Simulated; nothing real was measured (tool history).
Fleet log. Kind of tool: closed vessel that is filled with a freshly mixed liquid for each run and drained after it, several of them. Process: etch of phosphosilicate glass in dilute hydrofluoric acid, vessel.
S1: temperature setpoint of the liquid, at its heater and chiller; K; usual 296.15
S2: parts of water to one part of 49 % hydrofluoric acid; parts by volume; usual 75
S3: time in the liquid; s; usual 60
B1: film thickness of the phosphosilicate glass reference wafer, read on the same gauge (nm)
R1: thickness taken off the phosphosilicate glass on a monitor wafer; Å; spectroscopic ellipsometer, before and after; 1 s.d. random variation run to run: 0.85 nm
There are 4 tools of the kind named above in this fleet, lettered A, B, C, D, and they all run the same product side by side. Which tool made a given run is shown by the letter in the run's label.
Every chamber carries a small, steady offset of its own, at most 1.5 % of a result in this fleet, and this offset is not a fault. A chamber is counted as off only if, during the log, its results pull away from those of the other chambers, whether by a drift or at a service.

run 1D day=0.371 | S1=296.15 S2=75 S3=60 | B1=40.027 | R1=1428.3
run 2A day=0.679 | S1=296.15 S2=75 S3=60 | B1=39.966 | R1=1466.6
run 3B day=1.029 | S1=296.15 S2=75 S3=60 | B1=40.004 | R1=1447.2
run 4C day=1.383 | S1=296.15 S2=75 S3=60 | B1=39.999 | R1=1436.1
run 5B day=1.679 | S1=296.15 S2=75 S3=60 | B1=40.019 | R1=1457.5
run 6A day=1.904 | S1=296.15 S2=75 S3=60 | B1=39.992 | R1=1458.6
-- day=1.946 chamber B: hydrofluoric acid flow meter replaced
run 7D day=2.421 | S1=296.15 S2=75 S3=60 | B1=40.004 | R1=1424.8
run 8C day=2.812 | S1=296.15 S2=110 S3=60 | B1=40.019 | R1=956.17
run 9A day=3.242 | S1=296.15 S2=110 S3=60 | B1=39.998 | R1=958.89
run 10B day=3.654 | S1=296.15 S2=110 S3=60 | B1=40.003 | R1=953.91
run 11D day=4.129 | S1=296.15 S2=110 S3=60 | B1=39.977 | R1=942.97
run 12C day=4.479 | S1=296.15 S2=40 S3=75 | B1=39.975 | R1=3551.4
run 13A day=4.9 | S1=296.15 S2=40 S3=75 | B1=40.03 | R1=3652.2
run 14B day=5.142 | S1=296.15 S2=40 S3=75 | B1=40.024 | R1=3550.9
run 15C day=5.608 | S1=296.15 S2=40 S3=75 | B1=39.979 | R1=3564.7
run 16D day=5.954 | S1=296.15 S2=75 S3=60 | B1=40.018 | R1=1426.7
run 17D day=6.308 | S1=296.15 S2=75 S3=60 | B1=39.989 | R1=1427.8
run 18B day=6.608 | S1=296.15 S2=75 S3=60 | B1=40.001 | R1=1448.1
run 19A day=7.117 | S1=296.15 S2=75 S3=60 | B1=39.974 | R1=1476.6
run 20C day=7.5 | S1=296.15 S2=75 S3=30 | B1=40.018 | R1=739.57
run 21A day=7.921 | S1=296.15 S2=75 S3=30 | B1=39.996 | R1=734.59
run 22C day=8.262 | S1=296.15 S2=75 S3=30 | B1=40.006 | R1=732.16
run 23B day=8.571 | S1=296.15 S2=75 S3=30 | B1=39.982 | R1=734.12
run 24D day=8.946 | S1=296.15 S2=75 S3=60 | B1=39.98 | R1=1422.1
run 25D day=9.383 | S1=296.15 S2=75 S3=60 | B1=40.012 | R1=1424.2
-- day=9.604 chamber A: hydrofluoric acid flow meter replaced
run 26A day=9.662 | S1=296.15 S2=75 S3=60 | B1=40.003 | R1=1473.9
run 27C day=10.096 | S1=296.15 S2=75 S3=75 | B1=40.019 | R1=1842.8
run 28B day=10.321 | S1=296.15 S2=75 S3=75 | B1=39.997 | R1=1820.9
run 29D day=10.821 | S1=296.15 S2=75 S3=75 | B1=39.973 | R1=1791
run 30C day=11.3 | S1=296.15 S2=75 S3=75 | B1=40 | R1=1832.2
run 31B day=11.633 | S1=296.15 S2=75 S3=60 | B1=40.023 | R1=1457.9
run 32A day=12.104 | S1=296.15 S2=75 S3=60 | B1=40.014 | R1=1472.9
run 33C day=12.604 | S1=296.15 S2=75 S3=60 | B1=40.006 | R1=1449.1
run 34A day=13.05 | S1=296.15 S2=75 S3=60 | B1=39.989 | R1=1473
run 35D day=13.567 | S1=296.15 S2=75 S3=60 | B1=40.009 | R1=1430.9
run 36B day=13.958 | S1=296.15 S2=75 S3=60 | B1=39.995 | R1=1435.5
run 37C day=14.45 | S1=296.15 S2=75 S3=60 | B1=39.991 | R1=1462.7
run 38A day=14.933 | S1=296.15 S2=75 S3=60 | B1=39.998 | R1=1465
run 39D day=15.221 | S1=296.15 S2=75 S3=60 | B1=39.958 | R1=1416.6
run 40B day=15.592 | S1=296.15 S2=75 S3=60 | B1=39.996 | R1=1461.4

One chamber off, gauge drift, or nothing amiss beyond the chambers' own small offsets? If it is a chamber, which one, and what is the likeliest cause?

Beyond each chamber's small constant offset nothing stands out, and the gauge stays steady.
